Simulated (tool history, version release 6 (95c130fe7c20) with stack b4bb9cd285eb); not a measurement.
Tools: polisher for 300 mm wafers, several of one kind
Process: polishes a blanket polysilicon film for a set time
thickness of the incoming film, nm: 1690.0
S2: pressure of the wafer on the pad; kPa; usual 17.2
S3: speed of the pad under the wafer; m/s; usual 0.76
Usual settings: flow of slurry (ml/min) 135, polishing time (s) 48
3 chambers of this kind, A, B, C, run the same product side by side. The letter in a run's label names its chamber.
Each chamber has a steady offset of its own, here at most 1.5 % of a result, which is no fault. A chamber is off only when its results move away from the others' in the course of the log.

At day 0.400: chamber B: slurry nozzle cleaned.
Run 1A, day 0.508: usual settings. Result: film removed (angstrom) 3104.1.
At day 0.821: chamber C: head pressure recalibrated.
Run 2C, day 0.975: usual settings. Result: film removed (angstrom) 3086.8.
Run 3B, day 1.462: usual settings. Result: film removed (angstrom) 3093.2.
At day 1.662: chamber B: worn pad replaced by a new one.
Run 4C, day 1.900: usual settings. Result: film removed (angstrom) 3077.8.
Run 5A, day 2.283: usual settings. Result: film removed (angstrom) 3055.5.
Run 6B, day 2.600: usual settings. Result: film removed (angstrom) 3090.5.
Run 7C, day 3.000: usual settings. Result: film removed (angstrom) 3075.0.
At day 3.371: chamber C: worn pad replaced by a new one.
Run 8B, day 3.554: usual settings. Result: film removed (angstrom) 3086.6.
Run 9A, day 3.804: usual settings. Result: film removed (angstrom) 3170.8.
Run 10A, day 4.238: usual settings. Result: film removed (angstrom) 3182.8.
At day 4.362: chamber A: worn pad replaced by a new one.
Run 11B, day 4.567: usual settings. Result: film removed (angstrom) 3164.4.
At day 4.600: chamber B: head pressure recalibrated.
Run 12C, day 5.046: usual settings. Result: film removed (angstrom) 3067.9.
Run 13B, day 5.333: usual settings. Result: film removed (angstrom) 3085.4.
Run 14A, day 5.804: usual settings. Result: film removed (angstrom) 3219.6.
Run 15C, day 6.192: usual settings but polishing time (s) 59. Result: film removed (angstrom) 3717.4.
Run 16C, day 6.633: usual settings but polishing time (s) 59. Result: film removed (angstrom) 3869.8.
Run 17B, day 7.033: usual settings but polishing time (s) 59. Result: film removed (angstrom) 3757.9.
Run 18A, day 7.279: usual settings. Result: film removed (angstrom) 3254.2.
Run 19A, day 7.671: usual settings. Result: film removed (angstrom) 3149.4.
At day 7.679: chamber C: worn pad replaced by a new one.
Run 20B, day 8.125: usual settings. Result: film removed (angstrom) 3145.6.
At day 8.296: chamber B: worn pad replaced by a new one.
At day 8.325: chamber A: slurry nozzle cleaned.
Run 21C, day 8.567: usual settings but flow of slurry (ml/min) 110, S3 0.86 m/s. Result: film removed (angstrom) 3245.9.
Run 22A, day 9.029: usual settings but flow of slurry (ml/min) 110, S3 0.86 m/s. Result: film removed (angstrom) 3494.8.
Run 23C, day 9.533: usual settings but flow of slurry (ml/min) 110, S3 0.86 m/s. Result: film removed (angstrom) 3352.4.
At day 9.942: chamber A: worn pad replaced by a new one.
Run 24B, day 9.979: usual settings. Result: film removed (angstrom) 3233.4.
Run 25B, day 10.358: usual settings. Result: film removed (angstrom) 3176.4.
Run 26A, day 10.833: usual settings. Result: film removed (angstrom) 3313.4.
Run 27C, day 11.329: usual settings. Result: film removed (angstrom) 3097.4.
Run 28A, day 11.646: usual settings. Result: film removed (angstrom) 3323.6.
At day 11.879: chamber C: worn pad replaced by a new one.
Run 29C, day 12.104: usual settings. Result: film removed (angstrom) 3149.1.
Run 30B, day 12.371: usual settings. Result: film removed (angstrom) 3118.8.

Is one chamber off against the others, does the gauge drift, or is nothing wrong? If a chamber is off, say which, and what the likeliest cause is.

Chamber A drifts away from the others.
Cause: head's pressure above its setpoint, % = 8.68.

Here are 4 candidates for chamber A's next run, each the usual settings with a change, their results left as question marks. Which one brings its results back in line with what the others give on the usual settings?
In line means no further than this from the other chambers' mean on the usual settings: film removed (angstrom) 160.0
Run 31A-1, day 12.771: usual settings but S2 17.9 kPa, polishing time (s) 50. Result: film removed (angstrom) ?.
Run 31A-2, day 12.771: usual settings but S2 19.3 kPa, S3 0.82 m/s. Result: film removed (angstrom) ?.
Run 31A-3, day 12.771: usual settings but S2 16.5 kPa, S3 0.74 m/s, polishing time (s) 47. Result: film removed (angstrom) ?.
Run 31A-4, day 12.771: usual settings but S2 14.5 kPa. Result: film removed (angstrom) ?.

The other chambers' mean on the usual settings: film removed (angstrom) 3111.6
  run  film removed (angstrom)
31A-1                   3669.0
31A-2                   4086.4
31A-3                   3103.6
31A-4                   2852.7
31A-3 brings the chamber back in line.
